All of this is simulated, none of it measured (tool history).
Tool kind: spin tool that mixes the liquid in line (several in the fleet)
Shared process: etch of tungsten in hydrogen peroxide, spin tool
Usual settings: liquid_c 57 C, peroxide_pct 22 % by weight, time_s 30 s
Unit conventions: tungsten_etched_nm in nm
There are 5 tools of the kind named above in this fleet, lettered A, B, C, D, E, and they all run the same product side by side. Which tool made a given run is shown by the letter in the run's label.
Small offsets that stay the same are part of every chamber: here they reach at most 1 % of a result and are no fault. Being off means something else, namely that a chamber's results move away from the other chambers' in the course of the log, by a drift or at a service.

run	hour	liquid_c	peroxide_pct	time_s	read-back film thickness of the tungsten reference wafer, read on the same gauge (nm)	tungsten_etched_nm
1E	5.2	57	22	30	60.007	69.152
2C	10.6	57	22	30	59.999	70.249
3B	13.5	57	22	30	59.985	69.333
4D	16.9	57	22	30	59.985	69.443
5A	22	57	22	30	59.997	69.809
6E	28	57	22	30	60.013	69.803
7A	31.5	57	22	30	60.018	70.111
8C	34.8	57	22	30	59.99	69.949
9B	37.7	57	15.5	30	59.998	59.053
10D	44	57	15.5	30	59.985	57.413
11E	47.4	57	15.5	30	60.003	58.171
12B	52.1	57	15.5	30	60.007	57.855
13A	55.1	57	15.5	30	60.015	58.365
14C	58.2	57	22	30	59.977	69.61
# hour 60.2: chamber C: peroxide flow meter replaced
# hour 62.3: chamber E: new drum of peroxide connected
15D	63.6	57	22	30	60.013	69.287
16A	66.8	57	22	30	59.994	70.585
# hour 69.5: chamber D: new drum of peroxide connected
17E	69.9	57	22	30	59.998	68.564
18D	75.7	57	24	20	60.012	47.59
# hour 78.8: chamber B: new drum of peroxide connected
19C	79.2	57	24	20	59.988	48.182
20B	82	57	24	20	60.001	48.438
21B	85.6	57	24	20	59.994	48.286
22D	91.1	57	24	20	59.997	47.551
23C	95.5	57	22	30	60.03	69.107
24A	98.9	57	22	30	59.996	69.344
25E	105	57	22	30	60.011	66.823
26B	108.3	57	22	30	59.997	68.769
27E	112.3	57	22	30	60.023	67.545
28A	115.6	57	22	30	60.002	70.449
29D	121.3	57	22	30	59.996	68.295
30C	127.4	57	22	30	59.987	69.637
31C	131.2	57	22	30	59.986	68.735
32D	137	51.5	22	50	59.99	83.008
33E	141.4	51.5	22	50	60.021	78.541
34B	146.5	51.5	22	50	59.983	83.02
35A	150.1	51.5	22	50	60.01	83.305
36C	152.9	51.5	22	50	59.997	83.774
37E	157.1	57	22	30	60.004	64.382
38B	161.1	57	16	15	60.008	29.496
39A	165.4	57	16	15	59.995	29.638

All 5 chambers run these settings next. Forecast each chamber's results:
40A	169.9	57	22	30		?
40B	169.9	57	22	30		?
40C	169.9	57	22	30		?
40D	169.9	57	22	30		?
40E	169.9	57	22	30		?

run	tungsten_etched_nm
40A	69.123
40B	70.106
40C	68.83
40D	69.745
40E	63.539

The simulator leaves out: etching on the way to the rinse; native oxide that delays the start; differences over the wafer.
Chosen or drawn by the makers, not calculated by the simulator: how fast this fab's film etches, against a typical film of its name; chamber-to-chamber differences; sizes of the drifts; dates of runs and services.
